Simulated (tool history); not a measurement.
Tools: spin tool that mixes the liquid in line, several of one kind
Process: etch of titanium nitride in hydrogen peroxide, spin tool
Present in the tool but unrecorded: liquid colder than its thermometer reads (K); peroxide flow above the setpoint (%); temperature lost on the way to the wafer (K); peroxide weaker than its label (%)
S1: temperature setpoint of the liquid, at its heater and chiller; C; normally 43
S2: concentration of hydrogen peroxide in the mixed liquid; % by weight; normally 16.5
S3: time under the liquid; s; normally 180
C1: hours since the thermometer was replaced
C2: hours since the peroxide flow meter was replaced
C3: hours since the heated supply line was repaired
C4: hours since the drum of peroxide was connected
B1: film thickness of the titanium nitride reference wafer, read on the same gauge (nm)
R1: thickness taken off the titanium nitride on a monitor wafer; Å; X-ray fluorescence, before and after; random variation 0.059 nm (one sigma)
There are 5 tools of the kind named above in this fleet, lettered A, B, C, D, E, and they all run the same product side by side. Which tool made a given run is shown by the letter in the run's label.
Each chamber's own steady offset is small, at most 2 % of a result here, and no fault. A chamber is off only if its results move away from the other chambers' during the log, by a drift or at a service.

run 1A day=0.429 | S1=43 S2=16.5 S3=180 | C1=1310.1 C2=1738.8 C3=446.2 C4=49.0 | B1=150.00 | R1=77.516
run 2D day=0.888 | S1=43 S2=16.5 S3=180 | C1=1053.7 C2=194.2 C3=587.5 C4=1209.0 | B1=150.01 | R1=74.878
-- day=1.267 chamber B: thermometer replaced
run 3E day=1.383 | S1=43 S2=16.5 S3=180 | C1=327.9 C2=586.4 C3=1879.9 C4=746.4 | B1=149.97 | R1=76.040
run 4B day=1.721 | S1=43 S2=16.5 S3=180 | C1=11.0 C2=56.4 C3=2102.6 C4=302.6 | B1=149.98 | R1=75.510
run 5C day=2.217 | S1=43 S2=16.5 S3=180 | C1=580.2 C2=54.7 C3=789.1 C4=294.2 | B1=150.00 | R1=76.658
run 6A day=2.750 | S1=43 S2=16.5 S3=180 | C1=1365.8 C2=1794.5 C3=501.9 C4=104.7 | B1=149.98 | R1=77.859
run 7E day=3.108 | S1=43 S2=16.5 S3=180 | C1=369.3 C2=627.8 C3=1921.3 C4=787.8 | B1=150.01 | R1=75.949
-- day=3.121 chamber D: new drum of peroxide connected
run 8C day=3.588 | S1=43 S2=16.5 S3=180 | C1=613.1 C2=87.6 C3=822.0 C4=327.1 | B1=150.01 | R1=76.049
run 9B day=3.846 | S1=43 S2=16.5 S3=180 | C1=62.0 C2=107.4 C3=2153.6 C4=353.6 | B1=149.99 | R1=75.788
-- day=3.962 chamber C: new drum of peroxide connected
run 10D day=4.208 | S1=43 S2=16.5 S3=180 | C1=1133.4 C2=273.9 C3=667.2 C4=26.1 | B1=149.99 | R1=76.868
run 11A day=4.454 | S1=43 S2=16.5 S3=180 | C1=1406.7 C2=1835.4 C3=542.8 C4=145.6 | B1=149.98 | R1=78.175
-- day=4.492 chamber A: thermometer replaced
run 12E day=4.971 | S1=43 S2=16.5 S3=180 | C1=414.0 C2=672.5 C3=1966.0 C4=832.5 | B1=149.99 | R1=75.847
run 13B day=5.271 | S1=43 S2=16.5 S3=180 | C1=96.2 C2=141.6 C3=2187.8 C4=387.8 | B1=149.98 | R1=76.294
run 14C day=5.696 | S1=43 S2=16.5 S3=180 | C1=663.7 C2=138.2 C3=872.6 C4=41.7 | B1=149.99 | R1=75.997
-- day=5.958 chamber A: peroxide flow meter replaced
run 15D day=6.054 | S1=43 S2=16.5 S3=180 | C1=1177.7 C2=318.2 C3=711.5 C4=70.4 | B1=149.99 | R1=76.774
run 16B day=6.521 | S1=43 S2=16.5 S3=180 | C1=126.2 C2=171.6 C3=2217.8 C4=417.8 | B1=150.00 | R1=75.625
run 17E day=6.792 | S1=43 S2=16.5 S3=280 | C1=457.7 C2=716.2 C3=2009.7 C4=876.2 | B1=150.02 | R1=117.660
run 18D day=7.088 | S1=43 S2=16.5 S3=280 | C1=1202.5 C2=343.0 C3=736.3 C4=95.2 | B1=149.99 | R1=120.360
run 19A day=7.608 | S1=43 S2=16.5 S3=280 | C1=74.9 C2=39.7 C3=618.5 C4=221.3 | B1=149.99 | R1=122.590
run 20C day=7.929 | S1=43 S2=16.5 S3=280 | C1=717.3 C2=191.8 C3=926.2 C4=95.3 | B1=150.01 | R1=118.250
-- day=7.938 chamber E: peroxide flow meter replaced
run 21C day=8.454 | S1=43 S2=16.5 S3=280 | C1=729.9 C2=204.4 C3=938.8 C4=107.9 | B1=150.01 | R1=117.230
run 22B day=8.762 | S1=43 S2=16.5 S3=180 | C1=180.0 C2=225.4 C3=2271.6 C4=471.6 | B1=150.00 | R1=76.925
run 23E day=9.142 | S1=50 S2=21.0 S3=180 | C1=514.1 C2=29.0 C3=2066.1 C4=932.6 | B1=149.98 | R1=133.590
run 24D day=9.525 | S1=50 S2=21.0 S3=180 | C1=1261.0 C2=401.5 C3=794.8 C4=153.7 | B1=149.99 | R1=135.000
run 25A day=10.017 | S1=50 S2=21.0 S3=180 | C1=132.7 C2=97.5 C3=676.3 C4=279.1 | B1=150.00 | R1=135.370
run 26D day=10.467 | S1=50 S2=21.0 S3=180 | C1=1283.6 C2=424.1 C3=817.4 C4=176.3 | B1=150.01 | R1=134.660
run 27C day=10.738 | S1=50 S2=21.0 S3=180 | C1=784.7 C2=259.2 C3=993.6 C4=162.7 | B1=150.00 | R1=134.400
run 28E day=10.967 | S1=43 S2=19.0 S3=180 | C1=557.9 C2=72.8 C3=2109.9 C4=976.4 | B1=150.01 | R1=77.332
-- day=11.292 chamber C: thermometer replaced
run 29A day=11.483 | S1=43 S2=19.0 S3=180 | C1=167.9 C2=132.7 C3=711.5 C4=314.3 | B1=149.99 | R1=79.188
run 30B day=11.938 | S1=43 S2=19.0 S3=180 | C1=256.2 C2=301.6 C3=2347.8 C4=547.8 | B1=150.00 | R1=78.490
run 31C day=12.217 | S1=43 S2=19.0 S3=180 | C1=22.3 C2=294.7 C3=1029.1 C4=198.2 | B1=150.00 | R1=78.260
-- day=12.425 chamber A: new drum of peroxide connected
run 32B day=12.483 | S1=43 S2=19.0 S3=180 | C1=269.3 C2=314.7 C3=2360.9 C4=560.9 | B1=150.02 | R1=77.223
-- day=12.900 chamber E: thermometer replaced
run 33A day=12.988 | S1=43 S2=16.5 S3=180 | C1=204.0 C2=168.8 C3=747.6 C4=13.6 | B1=150.01 | R1=76.347
run 34D day=13.342 | S1=43 S2=16.5 S3=180 | C1=1352.6 C2=493.1 C3=886.4 C4=245.3 | B1=149.99 | R1=76.824
run 35E day=13.733 | S1=43 S2=16.5 S3=180 | C1=20.1 C2=139.2 C3=2176.3 C4=1042.8 | B1=150.00 | R1=76.412
run 36C day=14.000 | S1=43 S2=16.5 S3=180 | C1=65.1 C2=337.5 C3=1071.9 C4=241.0 | B1=149.99 | R1=75.810
run 37A day=14.338 | S1=43 S2=16.5 S3=180 | C1=236.4 C2=201.2 C3=780.0 C4=46.0 | B1=150.00 | R1=77.987
run 38D day=14.621 | S1=43 S2=16.5 S3=180 | C1=1383.3 C2=523.8 C3=917.1 C4=276.0 | B1=150.00 | R1=76.438
run 39B day=14.946 | S1=43 S2=14.0 S3=270 | C1=328.4 C2=373.8 C3=2420.0 C4=620.0 | B1=149.99 | R1=109.440
run 40E day=15.296 | S1=43 S2=14.0 S3=270 | C1=57.6 C2=176.7 C3=2213.8 C4=1080.3 | B1=150.01 | R1=111.640
run 41B day=15.588 | S1=43 S2=14.0 S3=270 | C1=343.8 C2=389.2 C3=2435.4 C4=635.4 | B1=150.02 | R1=110.590
run 42D day=16.021 | S1=43 S2=14.0 S3=270 | C1=1416.9 C2=557.4 C3=950.7 C4=309.6 | B1=149.98 | R1=110.730
run 43E day=16.550 | S1=43 S2=14.0 S3=270 | C1=87.7 C2=206.8 C3=2243.9 C4=1110.4 | B1=150.00 | R1=109.800

Is one chamber off against the others, does the gauge drift, or is nothing wrong? If a chamber is off, say which, and what the likeliest cause is.

Nothing is wrong: each chamber keeps only its own small, steady offset and the gauge holds still.
